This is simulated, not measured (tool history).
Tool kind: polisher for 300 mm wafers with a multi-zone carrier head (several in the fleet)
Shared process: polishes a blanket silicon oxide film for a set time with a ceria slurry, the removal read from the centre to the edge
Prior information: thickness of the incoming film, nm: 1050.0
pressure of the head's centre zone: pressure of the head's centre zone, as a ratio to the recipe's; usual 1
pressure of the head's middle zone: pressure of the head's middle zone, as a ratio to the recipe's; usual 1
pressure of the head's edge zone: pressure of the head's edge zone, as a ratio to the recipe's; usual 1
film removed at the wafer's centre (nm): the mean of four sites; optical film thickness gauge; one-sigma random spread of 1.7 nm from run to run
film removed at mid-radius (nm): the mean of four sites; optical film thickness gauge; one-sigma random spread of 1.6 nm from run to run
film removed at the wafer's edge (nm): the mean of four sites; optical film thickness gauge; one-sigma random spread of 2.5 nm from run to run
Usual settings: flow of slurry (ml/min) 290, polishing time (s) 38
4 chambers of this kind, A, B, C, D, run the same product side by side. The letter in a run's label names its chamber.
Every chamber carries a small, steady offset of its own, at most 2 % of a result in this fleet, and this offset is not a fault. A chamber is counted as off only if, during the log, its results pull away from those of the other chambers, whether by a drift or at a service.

run	hour	flow of slurry (ml/min)	pressure of the head's centre zone	pressure of the head's middle zone	pressure of the head's edge zone	polishing time (s)	film removed at the wafer's centre (nm)	film removed at mid-radius (nm)	film removed at the wafer's edge (nm)
1A	9.2	290	1	1	1	38	205.6	201.12	205.98
# hour 9.5: chamber A: slurry nozzle cleaned
2B	19.2	290	1	1	1	38	204.11	201.65	205.92
3D	27.8	290	1	1	1	38	202.78	197.83	202.35
4C	36.7	290	1	1	1	38	207.95	206.39	207.32
# hour 43.2: chamber B: worn pad replaced by a new one
5A	47.2	290	1	1	1	38	203.12	203.42	210.07
6B	54.9	290	1	1	1	38	201.51	200.05	199.38
7C	63.8	290	1	1	1	38	206.36	204.71	206.68
8D	73.1	290	1.07	1	1	38	217.68	196.4	202.03
9D	81.3	290	1.07	1	1	38	219.77	199.37	202.84
10B	86.3	290	1.07	1	1	38	217.9	202.74	201.11
11A	96.3	290	1.07	1	1	38	220.75	204.11	203.29
12C	105.1	290	1.1	1	1	38	227.6	205.97	210.4
13B	114.9	290	1.1	1	1	38	221.44	199.42	201.02
14A	120.6	290	1.1	1	1	38	225.06	202.69	206.79
# hour 125: chamber C: edge zone pressure recalibrated
15C	130.8	290	1.1	1	1	38	229.37	207.22	204.77
16D	140.4	290	1	1	1	38	201.63	198.31	205.92
# hour 142.8: chamber B: worn pad replaced by a new one
# hour 143.9: chamber A: worn pad replaced by a new one
17C	150.6	290	1	1	1	38	208.48	203.73	204.6
# hour 157.4: chamber B: centre zone pressure recalibrated
18D	159.2	290	1	1	1	38	200.86	198.94	200.32
19A	166.9	290	1	1	1	38	201.74	200.98	204.7
# hour 168.8: chamber C: worn pad replaced by a new one
20B	172.1	290	1	1	1	38	215.19	200.26	202.64
# hour 174.3: chamber D: worn pad replaced by a new one
21A	177.5	290	1	1	1	38	205.78	200.65	201.25
22C	183.8	290	1	1	1	38	202.79	203.71	203.93
23D	193.9	290	1	1	1	38	203.5	198.89	207.11
24B	200.4	290	1	1	1	38	212.47	204.13	206.04
25D	206.3	255	1	1	1	38	196.76	194.98	204.62
# hour 207: chamber B: edge zone pressure recalibrated
26B	213	255	1	1	1	38	215.09	199.76	197.44
27A	221	255	1	1	1	38	199.84	199.74	200
28C	227.5	255	1	1	1	38	202.1	204.41	201.78
29A	234.8	290	1	0.93	1.09	38	204.98	190.36	217.47
30D	241.7	290	1	0.93	1.09	38	202.41	186.32	213.32
31B	251.6	290	1	0.93	1.09	38	215.93	188.7	216.2
# hour 254.5: chamber B: worn pad replaced by a new one
32C	259.5	290	1	0.93	1.09	38	207.47	192.26	222.28
33B	265.4	290	1	1	1	38	212.63	203.85	199.5
34D	271.8	290	1	1	1	38	200.41	197.26	204.42
# hour 280.3: chamber B: slurry nozzle cleaned
35A	281.6	290	1	1	1	38	202.55	201.76	207.44
36C	292.3	290	1	1	1	38	205.09	205.63	206.57
37B	303	290	1	1	1	38	215.55	201.81	202.82
38C	309.4	290	1	1	1	38	208.65	205.82	210.42
# hour 315.5: chamber A: worn pad replaced by a new one
39D	317.6	290	1	1	1	38	197.25	198.27	207.56
40A	323.7	290	1	1	1	38	206.09	202.33	206.75
41D	334.4	290	1	1	1	38	203.36	196.59	204.58
# hour 336.5: chamber C: worn pad replaced by a new one
42C	339.2	290	1	1	1	38	204.33	206.1	203.23

Is one chamber out of step, is the gauge drifting, or do the chambers differ by no more than their own small offsets? For an off chamber, give its letter and the likeliest cause.

Chamber B has stood off from the others ever since a service on it.
Likeliest cause: centre zone's pressure above its setpoint, % = 5.53.

Chamber B could run next with any of the 4 candidate recipes listed below; each alters the usual settings, and their results appear as question marks. Which one brings its results back in line with what the other chambers deliver on the usual settings?
In-line tolerance around the mean of the other chambers on the usual settings: film removed at the wafer's centre (nm) 5.8; film removed at mid-radius (nm) 5.4; film removed at the wafer's edge (nm) 8.8
43B-1	346.9	295	1.04	1	0.98	38	?	?	?
43B-2	346.9	280	0.91	0.99	1.05	38	?	?	?
43B-3	346.9	285	0.96	1	1.02	38	?	?	?
43B-4	346.9	300	1.09	1.01	0.95	38	?	?	?

Mean of the other chambers on the usual settings: film removed at the wafer's centre (nm) 203.75; film removed at mid-radius (nm) 201.81; film removed at the wafer's edge (nm) 205.09
run	film removed at the wafer's centre (nm)	film removed at mid-radius (nm)	film removed at the wafer's edge (nm)
43B-1	222.56	203.07	200
43B-2	191.62	200.28	206.72
43B-3	203.44	202.44	203.76
43B-4	234.46	205.2	196.98
43B-3 is the one that brings the chamber's results back in line with the other chambers.
